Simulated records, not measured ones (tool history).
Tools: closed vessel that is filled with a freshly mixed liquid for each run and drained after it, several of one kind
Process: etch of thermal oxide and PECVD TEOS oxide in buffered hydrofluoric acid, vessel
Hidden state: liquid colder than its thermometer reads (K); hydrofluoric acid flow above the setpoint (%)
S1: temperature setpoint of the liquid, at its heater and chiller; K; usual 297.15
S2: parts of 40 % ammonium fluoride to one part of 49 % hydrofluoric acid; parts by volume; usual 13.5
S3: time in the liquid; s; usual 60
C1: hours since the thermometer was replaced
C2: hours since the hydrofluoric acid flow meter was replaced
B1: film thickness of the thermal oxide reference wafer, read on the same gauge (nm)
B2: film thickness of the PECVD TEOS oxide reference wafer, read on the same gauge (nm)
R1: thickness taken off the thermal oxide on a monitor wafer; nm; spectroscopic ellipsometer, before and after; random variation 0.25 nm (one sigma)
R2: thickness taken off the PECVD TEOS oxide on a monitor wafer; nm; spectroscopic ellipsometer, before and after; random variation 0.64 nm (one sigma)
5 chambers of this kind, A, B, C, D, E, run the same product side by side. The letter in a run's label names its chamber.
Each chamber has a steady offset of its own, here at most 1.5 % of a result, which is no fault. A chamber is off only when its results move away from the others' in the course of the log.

Run 1D, hour 11.3: usual settings; C1 42.5; C2 901.4; B1 49.99; B2 120.03. Result: R1 49.253 nm, R2 111.44 nm.
Run 2B, hour 19.8: usual settings; C1 2243.7; C2 150.1; B1 49.96; B2 119.99. Result: R1 49.901 nm, R2 109.27 nm.
Run 3A, hour 32.7: usual settings; C1 259; C2 1057.2; B1 50.012; B2 120.01. Result: R1 49.814 nm, R2 109.79 nm.
Run 4C, hour 40.5: usual settings; C1 522.5; C2 76.8; B1 49.974; B2 119.98. Result: R1 49.601 nm, R2 108.67 nm.
Run 5E, hour 47.3: usual settings; C1 405; C2 843.5; B1 49.992; B2 119.98. Result: R1 49.732 nm, R2 109.55 nm.
Run 6B, hour 57.8: usual settings; C1 2281.7; C2 188.1; B1 50.006; B2 119.99. Result: R1 49.219 nm, R2 108.55 nm.
At hour 59.7: chamber A: hydrofluoric acid flow meter replaced.
Run 7E, hour 65.1: usual settings; C1 422.8; C2 861.3; B1 50.012; B2 120.01. Result: R1 49.557 nm, R2 109.73 nm.
Run 8C, hour 78.8: usual settings; C1 560.8; C2 115.1; B1 49.974; B2 120. Result: R1 49.426 nm, R2 108.92 nm.
Run 9A, hour 87.4: usual settings but S1 301.65 K, S2 17.5 parts by volume; C1 313.7; C2 27.8; B1 50.028; B2 120.02. Result: R1 48.852 nm, R2 109.02 nm.
Run 10D, hour 99.7: usual settings but S1 301.65 K, S2 17.5 parts by volume; C1 130.9; C2 989.8; B1 49.959; B2 120. Result: R1 48.764 nm, R2 109.86 nm.
Run 11B, hour 109.9: usual settings but S1 301.65 K, S2 17.5 parts by volume; C1 2333.8; C2 240.2; B1 49.993; B2 119.98. Result: R1 48.674 nm, R2 106.66 nm.
Run 12E, hour 120.3: usual settings but S1 301.65 K, S2 17.5 parts by volume; C1 478; C2 916.5; B1 49.964; B2 120.01. Result: R1 48.958 nm, R2 107.49 nm.
Run 13C, hour 133.2: usual settings but S1 301.65 K, S2 17.5 parts by volume; C1 615.2; C2 169.5; B1 50.035; B2 120.01. Result: R1 49.103 nm, R2 107.3 nm.
Run 14A, hour 140.7: usual settings; C1 367; C2 81.1; B1 49.975; B2 119.99. Result: R1 49.808 nm, R2 109.35 nm.
Run 15D, hour 147.2: usual settings; C1 178.4; C2 1037.3; B1 49.957; B2 119.98. Result: R1 49.854 nm, R2 110.35 nm.
At hour 149.9: chamber C: thermometer replaced.
Run 16C, hour 158.8: usual settings; C1 9; C2 195.1; B1 50.006; B2 119.99. Result: R1 50.214 nm, R2 108.65 nm.
Run 17E, hour 169.4: usual settings but S3 90 s; C1 527.1; C2 965.6; B1 49.992; B2 119.98. Result: R1 74.626 nm, R2 162.98 nm.
Run 18B, hour 179.3: usual settings but S3 90 s; C1 2403.2; C2 309.6; B1 49.995; B2 119.99. Result: R1 74.139 nm, R2 162.87 nm.
Run 19D, hour 187.9: usual settings but S3 90 s; C1 219.1; C2 1078; B1 50.041; B2 119.97. Result: R1 74.544 nm, R2 166.36 nm.
Run 20A, hour 199.4: usual settings but S3 90 s; C1 425.7; C2 139.8; B1 49.997; B2 119.98. Result: R1 74.584 nm, R2 165.61 nm.
Run 21B, hour 211.7: usual settings but S3 90 s; C1 2435.6; C2 342; B1 49.99; B2 120.01. Result: R1 74.462 nm, R2 164.06 nm.
Run 22A, hour 225.3: usual settings but S1 292.65 K, S3 90 s; C1 451.6; C2 165.7; B1 50.005; B2 119.99. Result: R1 58.137 nm, R2 128.09 nm.
Run 23C, hour 234.9: usual settings but S1 292.65 K, S3 90 s; C1 85.1; C2 271.2; B1 49.975; B2 119.99. Result: R1 58.651 nm, R2 127.9 nm.
Run 24E, hour 244.3: usual settings but S1 292.65 K, S3 90 s; C1 602; C2 1040.5; B1 49.953; B2 120.01. Result: R1 57.657 nm, R2 128.85 nm.
Run 25D, hour 251.1: usual settings but S1 292.65 K, S3 90 s; C1 282.3; C2 1141.2; B1 49.968; B2 119.99. Result: R1 57.245 nm, R2 129.25 nm.
Run 26E, hour 264.1: usual settings but S1 292.65 K, S3 90 s; C1 621.8; C2 1060.3; B1 49.996; B2 119.99. Result: R1 58.164 nm, R2 128.83 nm.
Run 27A, hour 274.1: usual settings; C1 500.4; C2 214.5; B1 49.976; B2 120.03. Result: R1 49.798 nm, R2 110.3 nm.
Run 28C, hour 280.9: usual settings; C1 131.1; C2 317.2; B1 49.99; B2 119.98. Result: R1 49.812 nm, R2 109.48 nm.
Run 29B, hour 291.3: usual settings; C1 2515.2; C2 421.6; B1 50.014; B2 120.01. Result: R1 49.711 nm, R2 110.45 nm.
Run 30D, hour 302.4: usual settings; C1 333.6; C2 1192.5; B1 50.011; B2 120.02. Result: R1 49.421 nm, R2 111.87 nm.
Run 31D, hour 309.1: usual settings; C1 340.3; C2 1199.2; B1 49.978; B2 119.99. Result: R1 49.476 nm, R2 110.97 nm.
Run 32C, hour 321.7: usual settings; C1 171.9; C2 358; B1 50.048; B2 120.02. Result: R1 50.036 nm, R2 110.28 nm.
Run 33E, hour 328.4: usual settings; C1 686.1; C2 1124.6; B1 50.01; B2 120. Result: R1 49.788 nm, R2 109.56 nm.
Run 34B, hour 335: usual settings; C1 2558.9; C2 465.3; B1 49.985; B2 120.04. Result: R1 49.555 nm, R2 108.7 nm.
Run 35A, hour 341.6: usual settings; C1 567.9; C2 282; B1 49.975; B2 120. Result: R1 49.938 nm, R2 110.81 nm.
Run 36B, hour 353.1: usual settings; C1 2577; C2 483.4; B1 49.995; B2 119.98. Result: R1 49.485 nm, R2 109.6 nm.
At hour 355.6: chamber B: thermometer replaced.
Run 37C, hour 363.7: usual settings; C1 213.9; C2 400; B1 49.989; B2 119.99. Result: R1 49.456 nm, R2 109.39 nm.
Run 38A, hour 376.5: usual settings but S2 10 parts by volume; C1 602.8; C2 316.9; B1 49.994; B2 119.99. Result: R1 66.757 nm, R2 146.29 nm.
Run 39E, hour 387.3: usual settings but S2 10 parts by volume; C1 745; C2 1183.5; B1 50.004; B2 120.03. Result: R1 67.366 nm, R2 147.98 nm.
Run 40D, hour 398.8: usual settings but S2 10 parts by volume; C1 430; C2 1288.9; B1 50; B2 120. Result: R1 66.127 nm, R2 149.13 nm.
Run 41C, hour 405.3: usual settings but S2 10 parts by volume; C1 255.5; C2 441.6; B1 50.038; B2 120.01. Result: R1 67.063 nm, R2 146.41 nm.
Run 42B, hour 412.5: usual settings but S2 10 parts by volume; C1 56.9; C2 542.8; B1 49.98; B2 120.01. Result: R1 67.161 nm, R2 146.52 nm.

All 5 chambers run these settings next. Forecast each chamber's results:
Run 43A, hour 422.7: usual settings. Result: R1 ?, R2 ?.
Run 43B, hour 422.7: usual settings. Result: R1 ?, R2 ?.
Run 43C, hour 422.7: usual settings. Result: R1 ?, R2 ?.
Run 43D, hour 422.7: usual settings. Result: R1 ?, R2 ?.
Run 43E, hour 422.7: usual settings. Result: R1 ?, R2 ?.

run      R1      R2
43A   49.47  109.01
43B  49.377  108.47
43C    49.7  108.07
43D  49.382  111.46
43E  48.959  108.65

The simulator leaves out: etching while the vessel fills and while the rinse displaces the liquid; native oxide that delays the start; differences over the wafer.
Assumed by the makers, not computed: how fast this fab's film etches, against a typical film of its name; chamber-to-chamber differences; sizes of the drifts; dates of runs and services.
